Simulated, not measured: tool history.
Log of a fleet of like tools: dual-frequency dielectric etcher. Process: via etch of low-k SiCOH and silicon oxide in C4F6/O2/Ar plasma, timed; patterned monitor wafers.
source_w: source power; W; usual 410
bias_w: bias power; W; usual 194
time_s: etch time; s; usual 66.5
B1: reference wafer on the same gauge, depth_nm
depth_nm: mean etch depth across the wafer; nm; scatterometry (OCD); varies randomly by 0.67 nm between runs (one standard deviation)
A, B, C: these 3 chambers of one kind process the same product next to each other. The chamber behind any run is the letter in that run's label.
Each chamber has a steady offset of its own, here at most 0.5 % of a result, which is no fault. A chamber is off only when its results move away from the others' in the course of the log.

{"run": "1C", "hour": 5.9, "source_w": 410, "bias_w": 194, "time_s": 66.5, "B1": 192.04, "depth_nm": 192.28}
{"run": "2A", "hour": 14.5, "source_w": 410, "bias_w": 194, "time_s": 66.5, "B1": 191.98, "depth_nm": 193.66}
{"run": "3B", "hour": 20.9, "source_w": 410, "bias_w": 194, "time_s": 66.5, "B1": 192.13, "depth_nm": 193.04}
{"run": "4B", "hour": 30.3, "source_w": 410, "bias_w": 194, "time_s": 66.5, "B1": 192.07, "depth_nm": 194.4}
{"run": "5C", "hour": 35.4, "source_w": 320, "bias_w": 194, "time_s": 66.5, "B1": 191.92, "depth_nm": 175.37}
{"run": "6A", "hour": 40.6, "source_w": 320, "bias_w": 194, "time_s": 66.5, "B1": 191.83, "depth_nm": 175.37}
{"run": "7C", "hour": 46.4, "source_w": 320, "bias_w": 194, "time_s": 66.5, "B1": 192.1, "depth_nm": 176.86}
{"run": "8B", "hour": 51.5, "source_w": 410, "bias_w": 194, "time_s": 66.5, "B1": 191.96, "depth_nm": 194.57}
{"run": "9A", "hour": 58.7, "source_w": 410, "bias_w": 194, "time_s": 66.5, "B1": 192.19, "depth_nm": 192.29}
{"run": "10C", "hour": 65.4, "source_w": 410, "bias_w": 194, "time_s": 66.5, "B1": 192.1, "depth_nm": 192.95}
{"run": "11B", "hour": 73.8, "source_w": 410, "bias_w": 194, "time_s": 66.5, "B1": 192.09, "depth_nm": 193.08}
{"hour": 77.8, "done": "chamber A: wet clean of the chamber"}
{"run": "12A", "hour": 83.8, "source_w": 410, "bias_w": 194, "time_s": 66.5, "B1": 192.12, "depth_nm": 192.84}
{"run": "13B", "hour": 94.1, "source_w": 410, "bias_w": 194, "time_s": 66.5, "B1": 191.93, "depth_nm": 192.05}
{"run": "14A", "hour": 102.3, "source_w": 410, "bias_w": 194, "time_s": 66.5, "B1": 191.93, "depth_nm": 192.74}
{"run": "15C", "hour": 107.8, "source_w": 470, "bias_w": 194, "time_s": 73.0, "B1": 191.95, "depth_nm": 223.31}
{"run": "16B", "hour": 114.3, "source_w": 470, "bias_w": 194, "time_s": 73.0, "B1": 192.06, "depth_nm": 224.17}
{"run": "17C", "hour": 122.9, "source_w": 470, "bias_w": 194, "time_s": 73.0, "B1": 191.94, "depth_nm": 224.02}
{"run": "18A", "hour": 128.3, "source_w": 410, "bias_w": 194, "time_s": 66.5, "B1": 192.09, "depth_nm": 193.03}
{"run": "19C", "hour": 139.3, "source_w": 410, "bias_w": 194, "time_s": 66.5, "B1": 191.82, "depth_nm": 193.59}
{"run": "20A", "hour": 145.6, "source_w": 410, "bias_w": 194, "time_s": 66.5, "B1": 192.09, "depth_nm": 192.51}
{"run": "21B", "hour": 151.9, "source_w": 410, "bias_w": 194, "time_s": 66.5, "B1": 192.07, "depth_nm": 194.68}
{"run": "22B", "hour": 158.4, "source_w": 410, "bias_w": 154, "time_s": 66.5, "B1": 192.14, "depth_nm": 181.6}
{"run": "23C", "hour": 168.9, "source_w": 410, "bias_w": 154, "time_s": 66.5, "B1": 191.96, "depth_nm": 179.56}
{"run": "24A", "hour": 175.0, "source_w": 410, "bias_w": 154, "time_s": 66.5, "B1": 192.03, "depth_nm": 180.03}
{"run": "25A", "hour": 180.7, "source_w": 410, "bias_w": 194, "time_s": 66.5, "B1": 192.1, "depth_nm": 192.79}
{"run": "26C", "hour": 185.5, "source_w": 410, "bias_w": 194, "time_s": 66.5, "B1": 191.87, "depth_nm": 192.39}
{"run": "27B", "hour": 192.2, "source_w": 340, "bias_w": 194, "time_s": 58.5, "B1": 192.15, "depth_nm": 160.55}
{"run": "28B", "hour": 203.0, "source_w": 340, "bias_w": 194, "time_s": 58.5, "B1": 192.04, "depth_nm": 160.27}
{"run": "29C", "hour": 212.8, "source_w": 340, "bias_w": 194, "time_s": 58.5, "B1": 192.07, "depth_nm": 157.72}
{"run": "30A", "hour": 222.4, "source_w": 410, "bias_w": 194, "time_s": 66.5, "B1": 191.92, "depth_nm": 192.52}
{"run": "31B", "hour": 232.3, "source_w": 410, "bias_w": 194, "time_s": 66.5, "B1": 191.97, "depth_nm": 198.01}
{"run": "32C", "hour": 242.5, "source_w": 410, "bias_w": 194, "time_s": 66.5, "B1": 191.97, "depth_nm": 192.66}

All 3 chambers run these settings next. Forecast each chamber's results:
{"run": "33A", "hour": 250.4, "source_w": 410, "bias_w": 194, "time_s": 66.5, "depth_nm": "?"}
{"run": "33B", "hour": 250.4, "source_w": 410, "bias_w": 194, "time_s": 66.5, "depth_nm": "?"}
{"run": "33C", "hour": 250.4, "source_w": 410, "bias_w": 194, "time_s": 66.5, "depth_nm": "?"}

run=33A depth_nm=192.32
run=33B depth_nm=198.43
run=33C depth_nm=193.15
